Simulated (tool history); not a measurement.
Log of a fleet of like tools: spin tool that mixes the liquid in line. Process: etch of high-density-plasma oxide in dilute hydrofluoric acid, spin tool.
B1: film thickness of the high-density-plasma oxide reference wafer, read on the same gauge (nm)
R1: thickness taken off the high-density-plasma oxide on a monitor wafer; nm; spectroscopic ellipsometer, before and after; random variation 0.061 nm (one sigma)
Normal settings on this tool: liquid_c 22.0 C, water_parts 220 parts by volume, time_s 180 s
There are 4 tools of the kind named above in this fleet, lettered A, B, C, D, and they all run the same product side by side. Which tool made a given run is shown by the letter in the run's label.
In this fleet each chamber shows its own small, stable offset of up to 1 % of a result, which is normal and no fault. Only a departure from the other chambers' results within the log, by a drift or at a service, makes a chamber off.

Run 1C, day 0.604: usual settings; B1 149.99. Result: R1 7.2225 nm.
Run 2B, day 1.125: usual settings; B1 150.00. Result: R1 7.4309 nm.
Run 3A, day 1.579: usual settings; B1 150.01. Result: R1 7.4376 nm.
Run 4D, day 1.962: usual settings; B1 150.02. Result: R1 7.4413 nm.
Run 5B, day 2.588: usual settings; B1 149.99. Result: R1 7.3732 nm.
Run 6A, day 2.871: usual settings; B1 150.00. Result: R1 7.2964 nm.
Run 7D, day 3.146: usual settings; B1 149.99. Result: R1 7.4323 nm.
Run 8C, day 3.546: usual settings; B1 149.99. Result: R1 7.2107 nm.
Run 9D, day 4.021: usual settings; B1 149.99. Result: R1 7.4177 nm.
Run 10C, day 4.567: usual settings but liquid_c 17.5 C, time_s 105 s; B1 149.99. Result: R1 3.5905 nm.
Run 11B, day 4.983: usual settings but liquid_c 17.5 C, time_s 105 s; B1 150.01. Result: R1 3.6211 nm.
Run 12A, day 5.375: usual settings but liquid_c 17.5 C, time_s 105 s; B1 150.00. Result: R1 3.6481 nm.
Run 13A, day 5.704: usual settings but liquid_c 17.5 C, time_s 105 s; B1 150.00. Result: R1 3.6105 nm.
Run 14D, day 6.333: usual settings; B1 150.01. Result: R1 7.4725 nm.
Run 15C, day 6.938: usual settings; B1 150.02. Result: R1 7.2425 nm.
At day 7.154: chamber B: thermometer replaced.
Run 16B, day 7.371: usual settings; B1 150.00. Result: R1 7.3085 nm.
Run 17A, day 7.642: usual settings; B1 150.01. Result: R1 7.2437 nm.
Run 18C, day 8.183: usual settings; B1 150.00. Result: R1 7.1707 nm.
Run 19B, day 8.679: usual settings but water_parts 160 parts by volume, time_s 85 s; B1 150.01. Result: R1 5.1119 nm.
Run 20D, day 8.958: usual settings but water_parts 160 parts by volume, time_s 85 s; B1 150.02. Result: R1 5.1160 nm.
Run 21A, day 9.312: usual settings but water_parts 160 parts by volume, time_s 85 s; B1 150.00. Result: R1 5.1109 nm.
Run 22B, day 9.825: usual settings but water_parts 160 parts by volume, time_s 85 s; B1 150.01. Result: R1 5.1184 nm.
Run 23D, day 10.275: usual settings; B1 149.99. Result: R1 7.4287 nm.
Run 24C, day 10.700: usual settings; B1 149.99. Result: R1 7.0928 nm.
Run 25D, day 11.021: usual settings; B1 150.01. Result: R1 7.5021 nm.
Run 26C, day 11.429: usual settings; B1 150.00. Result: R1 7.0822 nm.
Run 27B, day 11.733: usual settings; B1 150.00. Result: R1 7.3944 nm.
Run 28A, day 12.208: usual settings; B1 149.97. Result: R1 7.2594 nm.
Run 29D, day 12.592: usual settings; B1 149.98. Result: R1 7.3394 nm.
Run 30A, day 12.867: usual settings; B1 149.98. Result: R1 7.3262 nm.
Run 31B, day 13.496: usual settings; B1 150.00. Result: R1 7.3540 nm.
At day 13.938: chamber B: hydrofluoric acid flow meter replaced.
Run 32C, day 13.938: usual settings; B1 150.00. Result: R1 6.8481 nm.
Run 33D, day 14.425: usual settings; B1 149.97. Result: R1 7.5408 nm.
Run 34B, day 14.725: usual settings; B1 150.00. Result: R1 7.3146 nm.
Run 35A, day 15.354: usual settings; B1 149.98. Result: R1 7.2725 nm.
Run 36C, day 15.788: usual settings but liquid_c 23.5 C, water_parts 180 parts by volume; B1 150.00. Result: R1 8.9556 nm.
Run 37A, day 16.388: usual settings but liquid_c 23.5 C, water_parts 180 parts by volume; B1 150.01. Result: R1 9.9954 nm.

Next, all 4 chambers run the settings below, one line each with question marks for the results. What does each chamber give?
Run 38A, day 16.842: usual settings but time_s 110 s. Result: R1 ?.
Run 38B, day 16.842: usual settings but time_s 110 s. Result: R1 ?.
Run 38C, day 16.842: usual settings but time_s 110 s. Result: R1 ?.
Run 38D, day 16.842: usual settings but time_s 110 s. Result: R1 ?.

run      R1
38A  4.4324
38B  4.5062
38C  4.0304
38D  4.5623
